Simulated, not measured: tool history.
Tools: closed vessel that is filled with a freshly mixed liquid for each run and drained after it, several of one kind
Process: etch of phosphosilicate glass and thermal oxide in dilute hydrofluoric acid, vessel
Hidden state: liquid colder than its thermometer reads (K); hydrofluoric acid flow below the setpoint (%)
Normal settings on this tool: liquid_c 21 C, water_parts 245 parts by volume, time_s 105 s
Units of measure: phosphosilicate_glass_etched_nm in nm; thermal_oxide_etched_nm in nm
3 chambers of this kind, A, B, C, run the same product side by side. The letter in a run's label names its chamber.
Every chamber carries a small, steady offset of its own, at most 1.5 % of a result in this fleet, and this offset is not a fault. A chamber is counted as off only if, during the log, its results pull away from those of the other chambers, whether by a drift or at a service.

run,hour,liquid_c,water_parts,time_s,hours since the thermometer was replaced,hours since the hydrofluoric acid flow meter was replaced,"read-back film thickness of the phosphosilicate glass reference wafer, read on the same gauge (nm)","read-back film thickness of the thermal oxide reference wafer, read on the same gauge (nm)",phosphosilicate_glass_etched_nm,thermal_oxide_etched_nm
1A,11.4,21,245,105,51.5,625.0,120.01,59.979,43.907,1.6033
2C,22.8,21,245,105,1433.7,263.1,119.98,59.976,43.441,1.5712
3B,37.4,21,245,105,817.8,192.6,120.00,59.998,43.709,1.6232
4A,50.8,21,245,105,90.9,664.4,119.99,59.987,43.550,1.6374
5B,60.0,21,245,105,840.4,215.2,120.00,59.988,44.216,1.5779
6C,68.2,21,245,105,1479.1,308.5,120.02,60.007,43.566,1.5783
7A,81.9,21,245,105,122.0,695.5,120.00,60.017,43.943,1.6029
8B,89.1,23,245,105,869.5,244.3,120.01,59.991,47.326,1.6990
9C,102.8,23,245,105,1513.7,343.1,120.03,60.027,47.595,1.6962
10C,115.0,23,245,105,1525.9,355.3,119.99,59.978,47.549,1.6854
11B,127.4,21,245,105,907.8,282.6,119.99,60.020,43.953,1.6057
12A,134.4,21,245,105,174.5,748.0,120.00,59.998,43.612,1.6236
13B,141.7,21,245,105,922.1,296.9,119.99,59.984,43.521,1.6034
14C,153.4,21,245,105,1564.3,393.7,120.05,60.006,43.314,1.5473
15A,163.2,21,245,105,203.3,776.8,120.01,59.996,43.941,1.5986
16A,174.8,21,245,105,214.9,788.4,119.99,60.020,44.570,1.6074
17C,189.0,21,245,105,1599.9,429.3,120.01,59.989,43.118,1.5344
18B,195.6,21,245,105,976.0,350.8,120.01,59.977,43.889,1.5896
# hour 198.3: chamber B: thermometer replaced
19A,204.7,21,245,105,244.8,818.3,120.00,59.978,43.772,1.5968
# hour 208.1: chamber C: hydrofluoric acid flow meter replaced
20C,218.3,21,170,145,1629.2,10.3,120.00,59.985,94.335,3.4685
21B,231.6,21,170,145,33.3,386.8,120.00,60.013,95.164,3.4022
22A,240.0,21,170,145,280.1,853.6,120.00,59.997,93.931,3.4425
23C,247.0,21,245,105,1657.9,39.0,119.98,59.983,43.355,1.5504
# hour 252.0: chamber C: thermometer replaced
24B,257.1,21,245,105,58.8,412.3,119.97,59.994,43.378,1.5695
25B,268.8,25,245,105,70.5,424.0,120.03,59.974,50.270,1.8568
26C,275.6,25,245,105,23.7,67.6,120.00,59.986,50.323,1.8209
27A,285.0,25,245,105,325.1,898.6,120.00,59.996,51.450,1.8273
28B,291.9,21,245,105,93.6,447.1,120.01,60.002,43.673,1.5586
29C,302.3,21,245,105,50.4,94.3,119.99,60.005,43.008,1.5733
30A,313.4,21,245,105,353.5,927.0,120.01,60.023,44.051,1.6325
31C,322.7,21,245,105,70.8,114.7,119.99,60.015,43.692,1.5577
32B,330.6,21,245,105,132.3,485.8,120.02,59.979,43.703,1.5973

Has any chamber moved away from the others, gradually or after a service, or does the common gauge drift, or do the chambers differ only by their own small steady offsets? State the chamber and the most likely cause if one applies.

No chamber stands off beyond its own small offset, and the gauge holds steady.
